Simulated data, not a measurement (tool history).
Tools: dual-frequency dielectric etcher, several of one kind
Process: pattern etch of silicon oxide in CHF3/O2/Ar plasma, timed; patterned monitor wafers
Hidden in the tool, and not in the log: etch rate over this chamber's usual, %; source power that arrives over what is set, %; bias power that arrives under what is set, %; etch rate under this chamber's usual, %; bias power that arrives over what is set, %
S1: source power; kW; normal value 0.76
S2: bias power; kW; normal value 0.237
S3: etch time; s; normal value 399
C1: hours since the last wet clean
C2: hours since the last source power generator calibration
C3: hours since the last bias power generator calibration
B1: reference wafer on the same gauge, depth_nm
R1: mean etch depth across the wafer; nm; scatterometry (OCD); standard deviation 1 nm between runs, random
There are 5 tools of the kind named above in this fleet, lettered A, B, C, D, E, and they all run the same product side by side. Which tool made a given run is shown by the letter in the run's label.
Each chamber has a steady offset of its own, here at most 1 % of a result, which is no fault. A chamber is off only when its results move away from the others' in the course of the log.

run,hour,S1,S2,S3,C1,C2,C3,B1,R1
1D,2.2,0.76,0.237,399,58.6,645,1627.7,842.81,955.03
2E,5,0.76,0.237,399,178.2,427,3772.2,842.79,953.07
3C,8.7,0.76,0.237,399,310.2,1670.1,690.9,842.63,943.89
4A,12.9,0.76,0.237,399,89,3990.2,5011,842.5,937.1
5B,16.9,0.76,0.237,399,132.9,1662.1,796.7,842.61,952.86
6B,20.6,0.76,0.237,399,136.6,1665.8,800.4,842.2,952.93
7D,24.1,0.76,0.237,399,80.5,666.9,1649.6,842.21,950.98
8A,27.6,0.76,0.237,399,103.7,4004.9,5025.7,841.97,937.5
9E,30.1,0.76,0.237,399,203.3,452.1,3797.3,841.69,951.77
10C,32.5,0.76,0.237,399,334,1693.9,714.7,841.68,943.32
11E,35.3,0.76,0.237,399,208.5,457.3,3802.5,841.53,950.88
12B,38,0.76,0.237,399,154,1683.2,817.8,841.44,954.25
13C,39.9,0.76,0.237,399,341.4,1701.3,722.1,841.4,941.46
14D,43.4,0.76,0.237,476.5,99.8,686.2,1668.9,841.18,1137.8
15A,46.3,0.76,0.237,476.5,122.4,4023.6,5044.4,841.13,1118.8
16D,48.4,0.76,0.237,476.5,104.8,691.2,1673.9,840.88,1135.6
17B,50.7,0.76,0.237,476.5,166.7,1695.9,830.5,841.17,1136.7
18E,54.2,0.76,0.237,476.5,227.4,476.2,3821.4,840.73,1133.6
19C,56,0.76,0.237,399,357.5,1717.4,738.2,840.59,942.26
20A,59.1,0.76,0.237,399,135.2,4036.4,5057.2,840.35,936.73
21E,62.7,0.76,0.237,399,235.9,484.7,3829.9,840.54,950.57
22B,64.7,0.76,0.237,399,180.7,1709.9,844.5,840.31,950.65
23A,67,0.76,0.237,399,143.1,4044.3,5065.1,840.2,935.85
24D,70.5,0.76,0.237,399,126.9,713.3,1696,840.19,948.84
25C,73,0.76,0.237,399,374.5,1734.4,755.2,840.02,941.24
26E,75,0.76,0.237,399,248.2,497,3842.2,840.03,947.89
27A,76.9,0.76,0.237,399,153,4054.2,5075,840.02,935.54
28C,81,0.76,0.237,399,382.5,1742.4,763.2,839.55,941.9
29D,85,0.76,0.237,399,141.4,727.8,1710.5,839.61,948.27
30B,88,0.76,0.237,399,204,1733.2,867.8,839.53,949.43
31E,90.8,0.76,0.261,399,264,512.8,3858,839.26,981.58

Each of the 5 chambers runs these same settings next. Fill in every chamber's results:
32A,93.9,0.94,0.237,399,,,,,?
32B,93.9,0.94,0.237,399,,,,,?
32C,93.9,0.94,0.237,399,,,,,?
32D,93.9,0.94,0.237,399,,,,,?
32E,93.9,0.94,0.237,399,,,,,?

run,R1
32A,1011
32B,1029.3
32C,1017.1
32D,1028
32E,1026.6
